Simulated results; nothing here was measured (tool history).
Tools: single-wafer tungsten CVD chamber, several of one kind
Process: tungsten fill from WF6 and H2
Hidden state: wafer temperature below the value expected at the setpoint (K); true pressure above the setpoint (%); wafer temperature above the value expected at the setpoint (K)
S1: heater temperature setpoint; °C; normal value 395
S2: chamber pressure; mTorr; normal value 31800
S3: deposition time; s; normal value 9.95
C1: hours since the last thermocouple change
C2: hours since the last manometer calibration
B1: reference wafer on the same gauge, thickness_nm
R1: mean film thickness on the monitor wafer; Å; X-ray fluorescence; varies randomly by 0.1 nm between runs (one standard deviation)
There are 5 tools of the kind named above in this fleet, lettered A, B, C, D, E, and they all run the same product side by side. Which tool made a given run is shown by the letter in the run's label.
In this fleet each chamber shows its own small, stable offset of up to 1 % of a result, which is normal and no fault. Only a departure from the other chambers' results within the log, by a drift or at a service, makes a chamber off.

run,hour,S1,S2,S3,C1,C2,B1,R1
1C,6.9,395,31800,9.95,527.0,728.8,27.501,266.91
2D,13.3,395,31800,9.95,1772.6,283.9,27.496,268.70
3A,18.5,395,31800,9.95,2111.3,728.4,27.486,269.37
4B,23.3,395,31800,9.95,260.4,2201.6,27.512,271.11
5E,28.5,395,31800,9.95,2318.9,1556.6,27.494,269.16
6A,35.3,395,31800,9.95,2128.1,745.2,27.518,270.29
7E,42.5,395,31800,9.95,2332.9,1570.6,27.484,270.50
8C,47.3,395,31800,9.95,567.4,769.2,27.463,267.65
9B,54.9,395,31800,9.95,292.0,2233.2,27.473,271.51
10D,58.9,395,31800,9.95,1818.2,329.5,27.489,269.25
11C,66.9,395,31800,9.95,587.0,788.8,27.473,266.03
12B,75.5,395,31800,9.95,312.6,2253.8,27.514,270.03
13A,83.7,395,31800,9.95,2176.5,793.6,27.525,270.98
# hour 91.7: chamber A: thermocouple changed; heater temperature recalibrated
14D,92.0,395,31800,9.95,1851.3,362.6,27.480,267.92
15E,98.5,384,31800,11.81,2388.9,1626.6,27.522,258.96
16A,107.0,384,31800,11.81,15.4,816.9,27.493,248.69
17E,116.0,384,31800,11.81,2406.4,1644.1,27.496,261.45
18B,121.3,384,31800,11.81,358.4,2299.6,27.502,259.75
19D,127.4,384,31800,11.81,1886.7,398.0,27.522,257.70
20C,133.1,395,37800,11.79,653.2,855.0,27.502,343.45
21C,141.1,395,37800,11.79,661.2,863.0,27.527,345.86
22A,145.3,395,37800,11.79,53.7,855.2,27.464,332.02
23D,149.2,395,37800,11.79,1908.5,419.8,27.511,348.31
24E,154.8,395,37800,11.79,2445.2,1682.9,27.476,346.39
25B,162.5,395,31800,9.95,399.6,2340.8,27.488,270.08
26D,169.6,395,31800,9.95,1928.9,440.2,27.478,268.05
27E,175.8,395,31800,9.95,2466.2,1703.9,27.494,268.07
28A,182.6,395,34600,9.95,91.0,892.5,27.499,271.36
29B,186.4,395,34600,9.95,423.5,2364.7,27.479,283.48
30C,195.2,395,34600,9.95,715.3,917.1,27.489,278.05

All 5 chambers run these settings next. Forecast each chamber's results:
31A,201.6,395,31800,9.33,,,,?
31B,201.6,395,31800,9.33,,,,?
31C,201.6,395,31800,9.33,,,,?
31D,201.6,395,31800,9.33,,,,?
31E,201.6,395,31800,9.33,,,,?

run,R1
31A,242.77
31B,254.60
31C,252.19
31D,250.23
31E,252.33
